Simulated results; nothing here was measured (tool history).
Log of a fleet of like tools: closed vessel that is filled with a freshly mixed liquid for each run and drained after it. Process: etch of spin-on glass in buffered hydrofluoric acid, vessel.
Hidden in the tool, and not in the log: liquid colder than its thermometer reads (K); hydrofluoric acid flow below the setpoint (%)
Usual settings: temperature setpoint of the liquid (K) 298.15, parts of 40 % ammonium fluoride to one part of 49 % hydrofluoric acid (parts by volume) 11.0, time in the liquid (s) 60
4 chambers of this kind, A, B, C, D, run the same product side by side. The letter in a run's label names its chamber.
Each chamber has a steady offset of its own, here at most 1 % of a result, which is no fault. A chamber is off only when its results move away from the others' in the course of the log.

run,hour,temperature setpoint of the liquid (K),parts of 40 % ammonium fluoride to one part of 49 % hydrofluoric acid (parts by volume),time in the liquid (s),hours since the thermometer was replaced,hours since the hydrofluoric acid flow meter was replaced,"read-back film thickness of the spin-on glass reference wafer, read on the same gauge (nm)",thickness taken off the spin-on glass on a monitor wafer (nm)
1D,3.4,298.15,11.0,60,286.8,793.4,50.017,198.60
2C,5.8,298.15,11.0,60,52.2,185.2,49.991,202.00
3A,8.0,298.15,11.0,60,709.5,857.2,50.000,197.36
4B,10.9,298.15,11.0,60,127.0,242.7,49.991,196.42
5D,13.7,298.15,11.0,60,297.1,803.7,50.016,198.65
6B,15.9,296.65,12.5,60,132.0,247.7,50.002,159.67
7A,18.9,296.65,12.5,60,720.4,868.1,50.016,164.27
8C,21.8,296.65,12.5,60,68.2,201.2,49.999,158.68
9B,26.0,296.65,12.5,60,142.1,257.8,50.020,164.03
10A,28.1,298.15,11.0,60,729.6,877.3,50.006,197.73
11D,30.4,298.15,11.0,60,313.8,820.4,49.999,197.50
12C,32.8,298.15,11.0,60,79.2,212.2,50.020,196.55
13D,35.5,298.15,11.0,60,318.9,825.5,49.987,200.26
14A,39.7,298.15,11.0,60,741.2,888.9,49.998,197.94
15C,41.6,298.15,11.0,60,88.0,221.0,49.986,188.99
16B,44.1,298.15,11.0,60,160.2,275.9,50.011,198.79
17A,47.1,298.15,7.5,60,748.6,896.3,50.013,280.74
18C,49.8,298.15,7.5,60,96.2,229.2,49.976,263.24
19D,53.3,298.15,7.5,60,336.7,843.3,49.988,281.99
20B,57.0,298.15,7.5,60,173.1,288.8,50.010,285.17
21A,60.2,293.65,11.0,60,761.7,909.4,50.016,154.79
22C,63.6,293.65,11.0,60,110.0,243.0,50.009,143.61
23B,67.4,293.65,11.0,60,183.5,299.2,50.028,154.69
24D,70.6,293.65,11.0,60,354.0,860.6,49.989,151.32
25C,72.6,298.15,11.0,60,119.0,252.0,50.034,181.23
26D,75.8,298.15,11.0,60,359.2,865.8,50.006,199.10
27B,80.1,298.15,11.0,60,196.2,311.9,49.985,198.79
28A,83.9,298.15,11.0,60,785.4,933.1,49.993,200.53
29C,87.4,298.15,11.0,60,133.8,266.8,50.009,181.22
30D,90.7,298.15,11.0,60,374.1,880.7,49.998,197.26
31A,92.9,298.15,11.0,60,794.4,942.1,49.988,193.83
32B,95.7,298.15,11.0,60,211.8,327.5,50.004,196.88

Next, every chamber runs the same settings. What will each give?
33A,98.8,298.15,11.0,70,,,,?
33B,98.8,298.15,11.0,70,,,,?
33C,98.8,298.15,11.0,70,,,,?
33D,98.8,298.15,11.0,70,,,,?

run,thickness taken off the spin-on glass on a monitor wafer (nm)
33A,232.10
33B,231.47
33C,206.05
33D,227.64
